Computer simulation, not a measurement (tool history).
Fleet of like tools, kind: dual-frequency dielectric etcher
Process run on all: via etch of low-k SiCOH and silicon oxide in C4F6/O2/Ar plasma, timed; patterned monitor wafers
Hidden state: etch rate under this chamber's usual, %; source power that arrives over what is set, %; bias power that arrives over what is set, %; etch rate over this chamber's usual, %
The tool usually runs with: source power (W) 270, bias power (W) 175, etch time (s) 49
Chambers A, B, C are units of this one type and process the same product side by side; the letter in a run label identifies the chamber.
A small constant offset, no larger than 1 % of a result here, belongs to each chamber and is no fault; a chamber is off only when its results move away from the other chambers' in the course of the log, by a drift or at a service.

run  hour  source power (W)  bias power (W)  etch time (s)  hours since the last wet clean  hours since the last source power generator calibration  hours since the last bias power generator calibration  read-back reference wafer on the same gauge, depth_nm  mean etch depth across the wafer (Å)
 1C   4.8               270             175             49                           169.6                                                      296                                                 1747.9                                                 89.246                                983.98
 2A   9.1               270             175             49                            53.2                                                   2114.5                                                  196.4                                                 89.278                                980.47
 3B  12.6               270             175             49                            50.2                                                   1237.8                                                 2637.4                                                 89.304                                991.42
 4C  17.6               270             175             49                           182.4                                                    308.8                                                 1760.7                                                 89.285                                 982.9
 5A  23.3               310             175             49                            67.4                                                   2128.7                                                  210.6                                                 89.305                                1038.5
 6B  28.9               310             175             49                            66.5                                                   1254.1                                                 2653.7                                                 89.378                                1046.7
 7C  32.5               310             175             49                           197.3                                                    323.7                                                 1775.6                                                 89.417                                1036.6
 8B  38.1               270             175             49                            75.7                                                   1263.3                                                 2662.9                                                 89.395                                993.12
 9A  42.3               270             175             49                            86.4                                                   2147.7                                                  229.6                                                 89.441                                984.13
10B    46               270             175             41                            83.6                                                   1271.2                                                 2670.8                                                  89.46                                828.74
11A    49               270             175             41                            93.1                                                   2154.4                                                  236.3                                                 89.485                                825.46
12C  51.8               270             175             41                           216.6                                                      343                                                 1794.9                                                 89.494                                824.97
13A  56.8               270             175             49                           100.9                                                   2162.2                                                  244.1                                                 89.524                                985.24
14C  60.9               270             175             49                           225.7                                                    352.1                                                   1804                                                 89.545                                984.07
15B  63.6               270             175             49                           101.2                                                   1288.8                                                 2688.4                                                 89.561                                995.43
16C  66.5               270             175             49                           231.3                                                    357.7                                                 1809.6                                                 89.584                                986.87
17B  71.3               270             175             49                           108.9                                                   1296.5                                                 2696.1                                                 89.619                                993.96
18A  76.8               270             175             49                           120.9                                                   2182.2                                                  264.1                                                 89.661                                984.52
19C  82.1               270             175             49                           246.9                                                    373.3                                                 1825.2                                                 89.673                                986.06
20B  86.7               270             175             49                           124.3                                                   1311.9                                                 2711.5                                                 89.683                                993.72
21A  91.1               270             175             49                           135.2                                                   2196.5                                                  278.4                                                 89.723                                 989.2
22C  94.5               270             175             49                           259.3                                                    385.7                                                 1837.6                                                 89.743                                985.96
23A  98.2               270             175             49                           142.3                                                   2203.6                                                  285.5                                                 89.764                                987.46

What goes on in this fleet: one chamber off, a drifting gauge, or nothing beyond the chambers' own small offsets? Name the chamber and the cause, if any.

It is the gauge, not a chamber: its drift shows up in every chamber's results at once, and no chamber is off.
What lies behind it: gauge reads high (%) = 0.648.
